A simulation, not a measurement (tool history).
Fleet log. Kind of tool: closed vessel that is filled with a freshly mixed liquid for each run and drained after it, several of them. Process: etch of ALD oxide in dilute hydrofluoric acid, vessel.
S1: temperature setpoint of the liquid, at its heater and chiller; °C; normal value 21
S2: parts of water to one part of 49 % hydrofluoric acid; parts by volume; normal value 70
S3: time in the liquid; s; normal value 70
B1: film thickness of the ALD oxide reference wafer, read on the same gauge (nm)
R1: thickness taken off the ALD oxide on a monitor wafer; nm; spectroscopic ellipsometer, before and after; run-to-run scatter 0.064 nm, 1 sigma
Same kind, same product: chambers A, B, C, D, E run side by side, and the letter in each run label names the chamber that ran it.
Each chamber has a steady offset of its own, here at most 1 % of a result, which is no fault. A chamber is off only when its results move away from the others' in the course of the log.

| run | hour | S1 | S2 | S3 | B1 | R1 |
|---|---|---|---|---|---|---|
| 1B | 12.5 | 21 | 70 | 70 | 69.969 | 12.344 |
| 2E | 28.3 | 21 | 70 | 70 | 70.024 | 12.335 |
| 3D | 40.6 | 21 | 70 | 70 | 69.979 | 12.188 |
| 4C | 49.9 | 21 | 70 | 70 | 69.976 | 12.51 |
| 5A | 57.3 | 18.5 | 70 | 90 | 69.992 | 14.188 |
| 6E | 70.2 | 18.5 | 70 | 90 | 70.012 | 14.46 |
| 7C | 79.7 | 18.5 | 70 | 90 | 70.007 | 14.402 |
| 8B | 89.2 | 18.5 | 70 | 90 | 69.972 | 14.244 |
| 9A | 102.3 | 18.5 | 70 | 90 | 69.998 | 14.041 |
|  | 110.7 | chamber A: hydrofluoric acid flow meter replaced |
| 10D | 112.6 | 21 | 70 | 70 | 70.007 | 12.466 |
| 11D | 123.6 | 21 | 70 | 70 | 70.023 | 12.408 |
| 12B | 138.4 | 21 | 70 | 55 | 69.981 | 9.7605 |
| 13E | 150.4 | 21 | 70 | 55 | 70.021 | 9.77 |
| 14C | 158.1 | 21 | 70 | 55 | 69.997 | 9.6712 |
| 15A | 172.5 | 21 | 70 | 55 | 70.029 | 9.6142 |
| 16C | 187.3 | 21 | 70 | 55 | 69.957 | 9.7709 |
| 17D | 200.5 | 25 | 50 | 70 | 69.997 | 20.822 |
| 18E | 210.4 | 25 | 50 | 70 | 69.997 | 20.606 |
| 19A | 220.1 | 25 | 50 | 70 | 70.018 | 20.622 |
| 20B | 233.7 | 25 | 50 | 70 | 70.039 | 20.887 |
| 21E | 248.6 | 25 | 50 | 70 | 70.011 | 20.673 |
| 22D | 258.2 | 21 | 70 | 70 | 70.003 | 12.425 |
| 23A | 265.9 | 21 | 105 | 70 | 69.97 | 7.8211 |
| 24B | 277.9 | 21 | 105 | 70 | 69.978 | 7.919 |
| 25C | 289 | 21 | 105 | 70 | 70.02 | 8.0012 |
| 26B | 297 | 21 | 105 | 70 | 70.035 | 7.8341 |
| 27D | 312.2 | 21 | 105 | 70 | 70.026 | 7.9532 |
| 28E | 324.8 | 21 | 55 | 35 | 70.036 | 7.7964 |
|  | 330 | chamber C: thermometer replaced |
| 29C | 338.9 | 21 | 55 | 35 | 69.976 | 8.0203 |
| 30A | 350.9 | 21 | 55 | 35 | 69.982 | 7.9039 |
| 31A | 358.5 | 21 | 55 | 35 | 70.056 | 7.9131 |
| 32D | 373.2 | 21 | 55 | 35 | 70.012 | 7.9609 |

Predict what each chamber gives when all 5 of them run the settings below next.
| 33A | 385.2 | 19 | 70 | 70 |  | ? |
| 33B | 385.2 | 19 | 70 | 70 |  | ? |
| 33C | 385.2 | 19 | 70 | 70 |  | ? |
| 33D | 385.2 | 19 | 70 | 70 |  | ? |
| 33E | 385.2 | 19 | 70 | 70 |  | ? |

| run | R1 |
|---|---|
| 33A | 11.087 |
| 33B | 11.403 |
| 33C | 11.404 |
| 33D | 11.433 |
| 33E | 11.014 |
